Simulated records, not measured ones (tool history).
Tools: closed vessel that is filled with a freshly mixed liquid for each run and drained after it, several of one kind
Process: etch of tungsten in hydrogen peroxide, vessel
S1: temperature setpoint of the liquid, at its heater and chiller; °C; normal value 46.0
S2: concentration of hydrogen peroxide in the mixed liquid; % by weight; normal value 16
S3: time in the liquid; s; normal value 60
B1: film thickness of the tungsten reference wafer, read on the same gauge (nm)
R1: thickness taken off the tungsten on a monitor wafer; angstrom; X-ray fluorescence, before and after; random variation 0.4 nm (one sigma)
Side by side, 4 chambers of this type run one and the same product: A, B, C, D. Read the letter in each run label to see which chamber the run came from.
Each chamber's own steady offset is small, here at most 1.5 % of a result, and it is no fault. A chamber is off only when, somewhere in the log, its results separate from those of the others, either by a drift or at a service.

{"run": "1D", "hour": 7.0, "S1": 46.0, "S2": 16, "S3": 60, "B1": 90.023, "R1": 608.11}
{"run": "2C", "hour": 11.3, "S1": 46.0, "S2": 16, "S3": 60, "B1": 89.986, "R1": 612.9}
{"run": "3B", "hour": 15.4, "S1": 46.0, "S2": 16, "S3": 60, "B1": 89.98, "R1": 613.51}
{"run": "4A", "hour": 20.6, "S1": 46.0, "S2": 16, "S3": 60, "B1": 90.002, "R1": 608.4}
{"run": "5C", "hour": 26.1, "S1": 46.0, "S2": 16, "S3": 60, "B1": 89.975, "R1": 612.5}
{"run": "6B", "hour": 32.3, "S1": 46.0, "S2": 16, "S3": 60, "B1": 89.979, "R1": 603.39}
{"run": "7D", "hour": 36.3, "S1": 46.0, "S2": 16, "S3": 60, "B1": 90.014, "R1": 607.25}
{"run": "8A", "hour": 40.2, "S1": 46.0, "S2": 16, "S3": 60, "B1": 90.02, "R1": 606.78}
{"run": "9C", "hour": 46.7, "S1": 46.0, "S2": 16, "S3": 60, "B1": 90.0, "R1": 615.92}
{"run": "10B", "hour": 54.4, "S1": 46.0, "S2": 16, "S3": 60, "B1": 90.006, "R1": 608.59}
{"run": "11A", "hour": 61.4, "S1": 46.0, "S2": 16, "S3": 60, "B1": 89.969, "R1": 601.05}
{"run": "12D", "hour": 67.6, "S1": 46.0, "S2": 16, "S3": 60, "B1": 89.98, "R1": 607.35}
{"run": "13B", "hour": 75.7, "S1": 46.0, "S2": 16, "S3": 60, "B1": 89.988, "R1": 606.5}
{"run": "14A", "hour": 82.8, "S1": 46.0, "S2": 16, "S3": 60, "B1": 89.996, "R1": 603.54}
{"run": "15D", "hour": 88.0, "S1": 46.0, "S2": 16, "S3": 60, "B1": 90.003, "R1": 602.0}
{"run": "16C", "hour": 94.1, "S1": 46.0, "S2": 16, "S3": 60, "B1": 90.01, "R1": 609.61}
{"run": "17A", "hour": 101.4, "S1": 46.0, "S2": 16, "S3": 60, "B1": 90.031, "R1": 607.39}
{"run": "18B", "hour": 107.3, "S1": 46.0, "S2": 18, "S3": 90, "B1": 90.021, "R1": 967.71}
{"run": "19D", "hour": 113.0, "S1": 46.0, "S2": 18, "S3": 90, "B1": 89.989, "R1": 962.02}
{"run": "20C", "hour": 118.2, "S1": 46.0, "S2": 18, "S3": 90, "B1": 89.996, "R1": 992.5}
{"run": "21B", "hour": 122.1, "S1": 46.0, "S2": 18, "S3": 90, "B1": 90.0, "R1": 963.11}
{"run": "22D", "hour": 129.2, "S1": 46.0, "S2": 16, "S3": 60, "B1": 89.996, "R1": 601.96}
{"run": "23A", "hour": 137.1, "S1": 46.0, "S2": 16, "S3": 60, "B1": 89.994, "R1": 605.62}
{"run": "24C", "hour": 143.7, "S1": 46.0, "S2": 16, "S3": 60, "B1": 90.01, "R1": 615.01}
{"run": "25B", "hour": 150.9, "S1": 38.5, "S2": 16, "S3": 40, "B1": 90.005, "R1": 250.48}
{"run": "26D", "hour": 156.0, "S1": 38.5, "S2": 16, "S3": 40, "B1": 89.998, "R1": 248.0}
{"run": "27C", "hour": 161.8, "S1": 38.5, "S2": 16, "S3": 40, "B1": 90.017, "R1": 249.96}
{"run": "28A", "hour": 167.6, "S1": 38.5, "S2": 16, "S3": 40, "B1": 90.013, "R1": 247.03}
{"run": "29A", "hour": 175.7, "S1": 46.0, "S2": 16, "S3": 60, "B1": 89.981, "R1": 604.3}
{"run": "30C", "hour": 183.3, "S1": 46.0, "S2": 16, "S3": 60, "B1": 90.009, "R1": 612.95}
{"run": "31D", "hour": 191.1, "S1": 46.0, "S2": 16, "S3": 60, "B1": 89.965, "R1": 597.51}
{"run": "32B", "hour": 196.5, "S1": 38.0, "S2": 16, "S3": 80, "B1": 90.028, "R1": 484.97}
{"run": "33B", "hour": 203.3, "S1": 38.0, "S2": 16, "S3": 80, "B1": 89.989, "R1": 485.74}
{"run": "34D", "hour": 209.4, "S1": 38.0, "S2": 16, "S3": 80, "B1": 89.996, "R1": 480.39}

The same settings go to every chamber for the next run, one line per chamber below. Forecast the results for each:
{"run": "35A", "hour": 215.3, "S1": 46.0, "S2": 19, "S3": 60, "R1": "?"}
{"run": "35B", "hour": 215.3, "S1": 46.0, "S2": 19, "S3": 60, "R1": "?"}
{"run": "35C", "hour": 215.3, "S1": 46.0, "S2": 19, "S3": 60, "R1": "?"}
{"run": "35D", "hour": 215.3, "S1": 46.0, "S2": 19, "S3": 60, "R1": "?"}

run=35A R1=651.97
run=35B R1=657.31
run=35C R1=668.55
run=35D R1=654.15
